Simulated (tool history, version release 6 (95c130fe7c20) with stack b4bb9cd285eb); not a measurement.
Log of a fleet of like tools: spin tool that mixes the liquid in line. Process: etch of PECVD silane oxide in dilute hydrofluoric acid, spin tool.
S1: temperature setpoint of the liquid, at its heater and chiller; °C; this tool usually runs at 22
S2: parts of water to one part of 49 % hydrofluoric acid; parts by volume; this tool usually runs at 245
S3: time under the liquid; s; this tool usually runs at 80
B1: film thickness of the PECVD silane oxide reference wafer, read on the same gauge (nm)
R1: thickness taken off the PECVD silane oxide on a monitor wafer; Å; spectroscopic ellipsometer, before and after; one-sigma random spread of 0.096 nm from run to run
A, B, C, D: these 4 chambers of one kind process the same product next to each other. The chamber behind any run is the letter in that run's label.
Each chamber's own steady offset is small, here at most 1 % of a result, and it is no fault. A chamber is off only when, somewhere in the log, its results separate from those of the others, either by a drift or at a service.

Run 1D, hour 4: usual settings; B1 150.01. Result: R1 116.9 Å.
Run 2B, hour 8.4: usual settings; B1 150. Result: R1 116.37 Å.
Run 3C, hour 11: usual settings; B1 150. Result: R1 114.76 Å.
Run 4A, hour 15: usual settings; B1 150.01. Result: R1 116.07 Å.
Run 5A, hour 18: usual settings; B1 150.01. Result: R1 117.8 Å.
Run 6B, hour 22.3: usual settings; B1 149.97. Result: R1 115.59 Å.
Run 7D, hour 25.4: usual settings but S1 27 °C, S2 325 parts by volume; B1 150. Result: R1 97.068 Å.
Run 8C, hour 27.7: usual settings but S1 27 °C, S2 325 parts by volume; B1 150.05. Result: R1 96.9 Å.
Run 9D, hour 30.3: usual settings but S1 27 °C, S2 325 parts by volume; B1 149.99. Result: R1 97.647 Å.
Run 10A, hour 33.7: usual settings but S1 27 °C, S2 325 parts by volume; B1 150. Result: R1 96.381 Å.
Run 11B, hour 36.8: usual settings; B1 150.03. Result: R1 114.68 Å.
Run 12C, hour 39.8: usual settings; B1 150. Result: R1 114.26 Å.
Run 13B, hour 42.5: usual settings; B1 150.03. Result: R1 116.06 Å.
Run 14D, hour 45.7: usual settings; B1 150.01. Result: R1 117.04 Å.
Run 15A, hour 50.2: usual settings; B1 150.03. Result: R1 118.12 Å.
Run 16C, hour 55: usual settings; B1 149.97. Result: R1 114.25 Å.
Run 17B, hour 59.3: usual settings but S1 27 °C, S2 300 parts by volume; B1 150. Result: R1 108.82 Å.
Run 18D, hour 63.5: usual settings but S1 27 °C, S2 300 parts by volume; B1 150.02. Result: R1 105.95 Å.
Run 19C, hour 67.4: usual settings but S1 27 °C, S2 300 parts by volume; B1 149.97. Result: R1 104.55 Å.
Run 20A, hour 71.3: usual settings but S1 27 °C, S2 300 parts by volume; B1 149.98. Result: R1 107.76 Å.
Run 21A, hour 75.9: usual settings; B1 149.99. Result: R1 117.33 Å.
Run 22C, hour 80.2: usual settings; B1 150.04. Result: R1 114.81 Å.
Run 23D, hour 82.9: usual settings; B1 150.05. Result: R1 116.01 Å.
Run 24B, hour 86.1: usual settings; B1 149.96. Result: R1 115.74 Å.
Run 25A, hour 89.3: usual settings but S1 26 °C, S3 50 s; B1 150.01. Result: R1 84.231 Å.
Run 26D, hour 92.5: usual settings but S1 26 °C, S3 50 s; B1 149.98. Result: R1 84.623 Å.
At hour 93.5: chamber C: thermometer replaced.
Run 27C, hour 96: usual settings but S1 26 °C, S3 50 s; B1 150. Result: R1 83.002 Å.
Run 28B, hour 98.6: usual settings but S1 26 °C, S3 50 s; B1 150.01. Result: R1 83.539 Å.
Run 29A, hour 103: usual settings; B1 149.96. Result: R1 115.9 Å.
Run 30D, hour 105.8: usual settings; B1 149.98. Result: R1 117.13 Å.
Run 31C, hour 109.3: usual settings but S1 20.5 °C, S2 205 parts by volume; B1 150. Result: R1 135.34 Å.
Run 32B, hour 113.4: usual settings but S1 20.5 °C, S2 205 parts by volume; B1 149.94. Result: R1 137.12 Å.
Run 33A, hour 118.2: usual settings but S1 20.5 °C, S2 205 parts by volume; B1 150.07. Result: R1 138.67 Å.
Run 34B, hour 121.1: usual settings but S1 20.5 °C, S2 205 parts by volume; B1 149.98. Result: R1 138.07 Å.
Run 35C, hour 123.8: usual settings; B1 149.97. Result: R1 115.29 Å.
Run 36D, hour 126.6: usual settings; B1 149.94. Result: R1 116.19 Å.

Which is it: a chamber that has drifted or been left off by a service, a gauge drift common to all chambers, or only each chamber's usual small offset? If a chamber is off, name it and its likeliest cause.

No chamber is off and the gauge is stable; the differences are just each chamber's small, constant offset.

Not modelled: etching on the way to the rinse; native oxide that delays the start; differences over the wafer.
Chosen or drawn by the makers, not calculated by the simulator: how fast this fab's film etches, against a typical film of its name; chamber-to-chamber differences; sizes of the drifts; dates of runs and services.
